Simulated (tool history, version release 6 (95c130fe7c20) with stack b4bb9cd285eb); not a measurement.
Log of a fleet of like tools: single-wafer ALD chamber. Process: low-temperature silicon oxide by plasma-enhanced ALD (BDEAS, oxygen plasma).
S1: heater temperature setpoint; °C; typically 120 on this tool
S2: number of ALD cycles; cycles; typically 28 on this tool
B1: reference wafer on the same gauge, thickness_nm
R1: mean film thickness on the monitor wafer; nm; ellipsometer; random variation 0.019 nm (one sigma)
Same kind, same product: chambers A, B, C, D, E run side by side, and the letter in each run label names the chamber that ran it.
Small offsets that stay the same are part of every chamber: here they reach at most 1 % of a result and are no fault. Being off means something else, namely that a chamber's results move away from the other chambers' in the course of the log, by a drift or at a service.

Run 1E, day 0.312: usual settings; B1 3.4676. Result: R1 3.8006 nm.
Run 2A, day 0.779: usual settings; B1 3.4674. Result: R1 3.8287 nm.
Run 3D, day 1.162: usual settings; B1 3.4708. Result: R1 3.8564 nm.
Run 4B, day 1.567: usual settings; B1 3.468. Result: R1 3.8514 nm.
Run 5C, day 2.046: usual settings but S1 112 °C, S2 33 cycles; B1 3.4724. Result: R1 4.5886 nm.
Run 6A, day 2.517: usual settings but S1 112 °C, S2 33 cycles; B1 3.4682. Result: R1 4.5533 nm.
Run 7B, day 2.829: usual settings but S1 112 °C, S2 33 cycles; B1 3.4675. Result: R1 4.6105 nm.
Run 8C, day 3.175: usual settings but S1 112 °C, S2 33 cycles; B1 3.4709. Result: R1 4.5773 nm.
Run 9D, day 3.708: usual settings but S1 112 °C, S2 33 cycles; B1 3.4683. Result: R1 4.5554 nm.
Run 10E, day 4.125: usual settings; B1 3.4712. Result: R1 3.8506 nm.
Run 11A, day 4.55: usual settings; B1 3.4692. Result: R1 3.8322 nm.
Run 12B, day 5.192: usual settings but S1 115 °C, S2 25 cycles; B1 3.4703. Result: R1 3.4649 nm.
Run 13C, day 5.633: usual settings but S1 115 °C, S2 25 cycles; B1 3.4659. Result: R1 3.4567 nm.
Run 14E, day 6.088: usual settings but S1 115 °C, S2 25 cycles; B1 3.4679. Result: R1 3.4894 nm.
Run 15D, day 6.4: usual settings but S1 115 °C, S2 25 cycles; B1 3.4729. Result: R1 3.47 nm.
Run 16A, day 6.779: usual settings but S1 115 °C, S2 25 cycles; B1 3.4679. Result: R1 3.4355 nm.
Run 17D, day 7.271: usual settings but S1 131 °C; B1 3.4713. Result: R1 3.7607 nm.
Run 18C, day 7.621: usual settings but S1 131 °C; B1 3.4716. Result: R1 3.7266 nm.
Run 19E, day 8.021: usual settings but S1 131 °C; B1 3.4713. Result: R1 3.7418 nm.
Run 20B, day 8.471: usual settings but S1 131 °C; B1 3.4662. Result: R1 3.7908 nm.
Run 21D, day 8.988: usual settings but S1 131 °C; B1 3.4681. Result: R1 3.769 nm.
Run 22A, day 9.412: usual settings; B1 3.4672. Result: R1 3.8346 nm.
Run 23C, day 9.871: usual settings; B1 3.4663. Result: R1 3.8308 nm.
Run 24B, day 10.358: usual settings but S1 112 °C; B1 3.4712. Result: R1 3.8901 nm.
Run 25E, day 10.696: usual settings but S1 112 °C; B1 3.4699. Result: R1 3.9452 nm.
Run 26A, day 11.008: usual settings but S1 112 °C; B1 3.4717. Result: R1 3.878 nm.
Run 27D, day 11.388: usual settings but S1 112 °C; B1 3.4689. Result: R1 3.9078 nm.
At day 11.425: chamber D: thermocouple changed; heater temperature recalibrated.
Run 28B, day 11.858: usual settings but S1 112 °C; B1 3.4722. Result: R1 3.9193 nm.
Run 29C, day 12.15: usual settings; B1 3.4657. Result: R1 3.8194 nm.
Run 30E, day 12.625: usual settings; B1 3.4713. Result: R1 3.857 nm.
Run 31B, day 12.942: usual settings; B1 3.4695. Result: R1 3.8217 nm.
Run 32E, day 13.479: usual settings but S1 131 °C; B1 3.471. Result: R1 3.7663 nm.
At day 13.658: chamber C: thermocouple changed; heater temperature recalibrated.
Run 33A, day 14.067: usual settings but S1 131 °C; B1 3.4682. Result: R1 3.7276 nm.
Run 34D, day 14.6: usual settings but S1 131 °C; B1 3.4673. Result: R1 3.7712 nm.
Run 35C, day 15.104: usual settings but S1 131 °C; B1 3.4727. Result: R1 3.7478 nm.
Run 36E, day 15.454: usual settings but S1 131 °C; B1 3.4692. Result: R1 3.7629 nm.
Run 37B, day 15.829: usual settings but S1 108 °C, S2 31 cycles; B1 3.471. Result: R1 4.3487 nm.
Run 38C, day 16.454: usual settings but S1 108 °C, S2 31 cycles; B1 3.4712. Result: R1 4.351 nm.

Read the log: is a single chamber off, either drifting away or since a service, is the gauge that measures every chamber drifting, or is nothing wrong beyond small per-chamber offsets? Name any odd chamber and what most likely caused it.

Beyond each chamber's small constant offset nothing stands out, and the gauge stays steady.

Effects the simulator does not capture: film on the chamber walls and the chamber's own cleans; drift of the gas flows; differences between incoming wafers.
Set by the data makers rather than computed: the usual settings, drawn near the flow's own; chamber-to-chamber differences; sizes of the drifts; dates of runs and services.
